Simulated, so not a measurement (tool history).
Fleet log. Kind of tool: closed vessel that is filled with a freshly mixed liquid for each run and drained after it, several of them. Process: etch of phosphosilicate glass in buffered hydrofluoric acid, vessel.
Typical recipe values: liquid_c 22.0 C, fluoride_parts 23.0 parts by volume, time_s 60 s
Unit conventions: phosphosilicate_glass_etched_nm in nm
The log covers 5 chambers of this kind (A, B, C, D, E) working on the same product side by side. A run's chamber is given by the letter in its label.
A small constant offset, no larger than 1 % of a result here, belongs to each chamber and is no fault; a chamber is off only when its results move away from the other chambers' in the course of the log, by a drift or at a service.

run,hour,liquid_c,fluoride_parts,time_s,hours since the thermometer was replaced,hours since the hydrofluoric acid flow meter was replaced,"read-back film thickness of the phosphosilicate glass reference wafer, read on the same gauge (nm)",phosphosilicate_glass_etched_nm
1D,5.2,22.0,23.0,60,2626.3,470.9,99.999,249.58
2B,10.2,22.0,23.0,60,420.0,323.8,99.995,250.84
3C,13.6,22.0,23.0,60,656.1,315.5,99.995,250.04
4A,17.3,22.0,23.0,60,499.6,193.4,99.990,251.54
5E,22.1,24.5,27.5,60,1377.7,178.5,100.010,255.35
6C,26.3,24.5,27.5,60,668.8,328.2,100.020,252.71
7A,29.2,24.5,27.5,60,511.5,205.3,100.000,256.41
8E,32.7,24.5,27.5,60,1388.3,189.1,100.010,253.27
9B,37.6,24.5,27.5,60,447.4,351.2,100.000,256.92
10D,40.0,22.0,23.0,60,2661.1,505.7,100.000,250.70
11D,43.9,22.0,23.0,60,2665.0,509.6,100.000,251.52
12A,47.5,22.0,23.0,60,529.8,223.6,100.020,252.33
13C,51.2,22.0,23.0,60,693.7,353.1,99.994,248.83
14B,54.0,22.0,23.0,60,463.8,367.6,100.000,254.17
15E,58.5,22.0,23.0,60,1414.1,214.9,99.990,249.60
16E,61.6,19.0,23.0,30,1417.2,218.0,100.000,105.05
17B,66.5,19.0,23.0,30,476.3,380.1,99.995,106.72
18D,69.6,19.0,23.0,30,2690.7,535.3,99.992,106.26
19A,72.0,19.0,23.0,30,554.3,248.1,99.997,107.23
20C,75.7,19.0,23.0,30,718.2,377.6,100.010,106.42
21B,79.3,22.0,23.0,60,489.1,392.9,100.000,252.79
22D,81.8,17.5,23.0,85,2702.9,547.5,99.983,276.32
23A,84.9,17.5,23.0,85,567.2,261.0,100.010,278.96
24E,87.5,17.5,23.0,85,1443.1,243.9,100.000,273.62
25C,90.0,17.5,23.0,85,732.5,391.9,99.998,276.97
26B,93.3,17.5,23.0,85,503.1,406.9,100.010,278.12
27C,98.1,22.0,23.0,60,740.6,400.0,100.010,249.22
28E,102.1,22.0,19.5,60,1457.7,258.5,100.000,282.39
29D,105.3,22.0,19.5,60,2726.4,571.0,99.993,285.50
30A,109.1,22.0,19.5,60,591.4,285.2,99.985,291.73
31C,113.1,22.0,19.5,60,755.6,415.0,99.985,283.63
32A,116.7,22.0,19.5,60,599.0,292.8,99.992,296.81
33D,120.7,22.0,23.0,60,2741.8,586.4,99.999,249.46
34B,125.8,22.0,23.0,60,535.6,439.4,99.986,251.87
35E,128.2,22.0,23.0,60,1483.8,284.6,99.994,248.35
36E,133.2,22.0,23.0,60,1488.8,289.6,99.999,248.06
37D,136.7,22.0,23.0,60,2757.8,602.4,100.010,251.05
38A,141.6,22.0,23.0,60,623.9,317.7,100.020,260.65

Next, every chamber runs the same settings. What will each give?
39A,145.4,19.5,23.0,60,,,,?
39B,145.4,19.5,23.0,60,,,,?
39C,145.4,19.5,23.0,60,,,,?
39D,145.4,19.5,23.0,60,,,,?
39E,145.4,19.5,23.0,60,,,,?

run,phosphosilicate_glass_etched_nm
39A,225.03
39B,218.85
39C,217.34
39D,217.89
39E,214.98
